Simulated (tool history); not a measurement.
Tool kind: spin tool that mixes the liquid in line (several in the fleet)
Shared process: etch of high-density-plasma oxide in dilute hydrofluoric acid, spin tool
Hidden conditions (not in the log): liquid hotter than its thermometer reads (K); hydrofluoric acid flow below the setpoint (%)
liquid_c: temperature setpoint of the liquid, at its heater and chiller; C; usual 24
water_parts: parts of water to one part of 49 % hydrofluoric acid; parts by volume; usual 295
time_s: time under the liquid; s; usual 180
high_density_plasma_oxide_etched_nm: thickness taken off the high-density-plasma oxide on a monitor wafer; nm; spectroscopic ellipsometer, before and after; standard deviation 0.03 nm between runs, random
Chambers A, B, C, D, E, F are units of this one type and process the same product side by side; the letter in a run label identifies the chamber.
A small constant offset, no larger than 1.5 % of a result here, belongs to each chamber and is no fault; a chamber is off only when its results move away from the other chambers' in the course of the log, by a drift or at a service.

| run | hour | liquid_c | water_parts | time_s | hours since the thermometer was replaced | hours since the hydrofluoric acid flow meter was replaced | read-back film thickness of the high-density-plasma oxide reference wafer, read on the same gauge (nm) | high_density_plasma_oxide_etched_nm |
|---|---|---|---|---|---|---|---|---|
| 1B | 2.1 | 24 | 295 | 180 | 1892.4 | 626.3 | 149.98 | 3.0815 |
| 2C | 4.0 | 24 | 295 | 180 | 885.1 | 190.0 | 150.02 | 3.0820 |
| 3E | 6.1 | 24 | 295 | 180 | 908.0 | 146.4 | 149.99 | 2.9810 |
| 4F | 8.1 | 24 | 295 | 180 | 1484.2 | 314.6 | 150.01 | 3.0405 |
| 5D | 10.0 | 24 | 295 | 180 | 876.5 | 193.1 | 150.01 | 3.1145 |
| 6A | 12.6 | 24 | 295 | 180 | 1000.7 | 639.2 | 150.02 | 3.0341 |
| 7D | 15.6 | 20 | 295 | 180 | 882.1 | 198.7 | 150.02 | 2.6374 |
| 8B | 18.1 | 20 | 295 | 180 | 1908.4 | 642.3 | 149.98 | 2.6913 |
| 9C | 20.9 | 20 | 295 | 180 | 902.0 | 206.9 | 149.99 | 2.6837 |
| 10F | 23.1 | 20 | 295 | 180 | 1499.2 | 329.6 | 150.00 | 2.6957 |
| 11E | 27.0 | 20 | 295 | 180 | 928.9 | 167.3 | 150.01 | 2.6526 |
| 12A | 28.9 | 20 | 295 | 180 | 1017.0 | 655.5 | 150.00 | 2.6592 |
| 13D | 31.2 | 24 | 295 | 180 | 897.7 | 214.3 | 150.01 | 3.1272 |
| 14B | 34.0 | 24 | 295 | 180 | 1924.3 | 658.2 | 149.99 | 3.0932 |
| 15C | 37.0 | 24 | 295 | 180 | 918.1 | 223.0 | 150.01 | 3.1468 |
| 16E | 41.2 | 24 | 295 | 180 | 943.1 | 181.5 | 150.02 | 3.0575 |
| 17F | 44.8 | 24 | 295 | 180 | 1520.9 | 351.3 | 150.02 | 3.0752 |
| 18A | 47.4 | 24 | 295 | 180 | 1035.5 | 674.0 | 149.99 | 3.1114 |
| 19A | 49.5 | 24 | 240 | 180 | 1037.6 | 676.1 | 150.01 | 3.9781 |
| 20B | 52.4 | 24 | 240 | 180 | 1942.7 | 676.6 | 149.98 | 4.0453 |
| 21F | 56.4 | 24 | 240 | 180 | 1532.5 | 362.9 | 149.99 | 3.8100 |
| 22C | 59.6 | 24 | 240 | 180 | 940.7 | 245.6 | 150.00 | 4.0940 |
| 23E | 61.6 | 24 | 240 | 180 | 963.5 | 201.9 | 149.99 | 3.8823 |
| 24D | 64.7 | 24 | 240 | 180 | 931.2 | 247.8 | 150.02 | 3.9426 |
| 25C | 67.0 | 24 | 295 | 180 | 948.1 | 253.0 | 150.01 | 3.1226 |
|  | 69.1 | chamber B: thermometer replaced |
| 26F | 70.0 | 24 | 295 | 180 | 1546.1 | 376.5 | 149.97 | 2.9436 |
| 27E | 73.4 | 24 | 295 | 180 | 975.3 | 213.7 | 150.02 | 3.0527 |
| 28A | 75.4 | 24 | 295 | 180 | 1063.5 | 702.0 | 149.98 | 3.1465 |
| 29B | 77.6 | 24 | 295 | 180 | 8.5 | 701.8 | 149.97 | 3.0845 |
| 30D | 81.5 | 24 | 295 | 180 | 948.0 | 264.6 | 150.02 | 3.0505 |
| 31A | 83.6 | 24 | 295 | 180 | 1071.7 | 710.2 | 149.99 | 3.0437 |
| 32B | 87.6 | 24 | 295 | 180 | 18.5 | 711.8 | 150.00 | 3.1015 |
| 33D | 91.5 | 24 | 295 | 180 | 958.0 | 274.6 | 150.01 | 3.0863 |
| 34F | 94.1 | 24 | 295 | 180 | 1570.2 | 400.6 | 150.00 | 2.8205 |
| 35C | 97.1 | 24 | 295 | 180 | 978.2 | 283.1 | 149.97 | 3.0679 |
| 36E | 100.7 | 24 | 295 | 180 | 1002.6 | 241.0 | 150.00 | 3.0047 |
| 37A | 104.8 | 24 | 295 | 180 | 1092.9 | 731.4 | 150.00 | 3.0712 |

Next, all 6 chambers run the settings below, one line each with question marks for the results. What does each chamber give?
| 38A | 107.8 | 24 | 395 | 180 |  |  |  | ? |
| 38B | 107.8 | 24 | 395 | 180 |  |  |  | ? |
| 38C | 107.8 | 24 | 395 | 180 |  |  |  | ? |
| 38D | 107.8 | 24 | 395 | 180 |  |  |  | ? |
| 38E | 107.8 | 24 | 395 | 180 |  |  |  | ? |
| 38F | 107.8 | 24 | 395 | 180 |  |  |  | ? |

| run | high_density_plasma_oxide_etched_nm |
|---|---|
| 38A | 2.0675 |
| 38B | 2.0961 |
| 38C | 2.0845 |
| 38D | 2.0892 |
| 38E | 2.0848 |
| 38F | 1.8682 |

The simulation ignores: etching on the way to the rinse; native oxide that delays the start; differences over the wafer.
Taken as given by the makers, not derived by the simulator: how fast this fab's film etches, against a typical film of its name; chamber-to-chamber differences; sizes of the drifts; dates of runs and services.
